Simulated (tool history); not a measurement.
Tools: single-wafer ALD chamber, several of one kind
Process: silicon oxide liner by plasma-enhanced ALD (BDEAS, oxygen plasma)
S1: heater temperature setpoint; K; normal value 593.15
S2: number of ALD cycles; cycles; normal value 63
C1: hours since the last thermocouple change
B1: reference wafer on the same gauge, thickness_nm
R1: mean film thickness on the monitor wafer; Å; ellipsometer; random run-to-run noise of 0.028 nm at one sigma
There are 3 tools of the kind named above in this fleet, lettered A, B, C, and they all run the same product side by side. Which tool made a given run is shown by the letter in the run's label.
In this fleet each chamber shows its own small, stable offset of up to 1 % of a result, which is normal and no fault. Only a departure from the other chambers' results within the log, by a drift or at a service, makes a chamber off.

run 1C hour=8.3 | S1=593.15 S2=63 | C1=2251.9 | B1=6.8179 | R1=57.435
run 2A hour=14.5 | S1=593.15 S2=63 | C1=1626.4 | B1=6.8109 | R1=57.583
run 3B hour=24.8 | S1=593.15 S2=63 | C1=1613 | B1=6.8313 | R1=57.127
run 4C hour=37.6 | S1=593.15 S2=63 | C1=2281.2 | B1=6.82 | R1=57.454
run 5A hour=45.6 | S1=593.15 S2=63 | C1=1657.5 | B1=6.8189 | R1=56.75
run 6B hour=55.2 | S1=593.15 S2=63 | C1=1643.4 | B1=6.8207 | R1=57.602
run 7A hour=65.2 | S1=593.15 S2=63 | C1=1677.1 | B1=6.8192 | R1=56.764
run 8C hour=74.6 | S1=593.15 S2=63 | C1=2318.2 | B1=6.8293 | R1=56.781
run 9B hour=82.3 | S1=593.15 S2=63 | C1=1670.5 | B1=6.8136 | R1=56.613
run 10C hour=89.6 | S1=593.15 S2=63 | C1=2333.2 | B1=6.8245 | R1=57.128
run 11A hour=96.9 | S1=593.15 S2=63 | C1=1708.8 | B1=6.8231 | R1=57.092
run 12B hour=106.4 | S1=593.15 S2=63 | C1=1694.6 | B1=6.8264 | R1=56.672
run 13A hour=119.8 | S1=593.15 S2=63 | C1=1731.7 | B1=6.8281 | R1=56.98
run 14C hour=132.6 | S1=593.15 S2=63 | C1=2376.2 | B1=6.821 | R1=57.775
run 15B hour=143.1 | S1=603.15 S2=70 | C1=1731.3 | B1=6.8237 | R1=62.659
run 16C hour=152.7 | S1=603.15 S2=70 | C1=2396.3 | B1=6.8151 | R1=63.254
run 17B hour=164.9 | S1=603.15 S2=70 | C1=1753.1 | B1=6.814 | R1=62.253
run 18A hour=171.4 | S1=605.15 S2=55 | C1=1783.3 | B1=6.8211 | R1=48.832
run 19B hour=183.4 | S1=605.15 S2=55 | C1=1771.6 | B1=6.8276 | R1=49.264
run 20A hour=196.2 | S1=605.15 S2=55 | C1=1808.1 | B1=6.8137 | R1=48.988
run 21C hour=204.8 | S1=593.15 S2=63 | C1=2448.4 | B1=6.8256 | R1=57.617
run 22A hour=217.3 | S1=593.15 S2=63 | C1=1829.2 | B1=6.8209 | R1=57.22
run 23B hour=230.6 | S1=593.15 S2=63 | C1=1818.8 | B1=6.8236 | R1=56.685
run 24C hour=243.5 | S1=593.15 S2=63 | C1=2487.1 | B1=6.8222 | R1=57.303
run 25B hour=250.5 | S1=593.15 S2=63 | C1=1838.7 | B1=6.8171 | R1=56.824
run 26C hour=263.3 | S1=593.15 S2=63 | C1=2506.9 | B1=6.825 | R1=57.53

All chambers now run identical settings, listed one chamber a line with results as question marks. What results will each chamber show?
run 27A hour=273.1 | S1=593.15 S2=59 | R1=?
run 27B hour=273.1 | S1=593.15 S2=59 | R1=?
run 27C hour=273.1 | S1=593.15 S2=59 | R1=?

run=27A R1=53.831
run=27B R1=53.388
run=27C R1=53.066
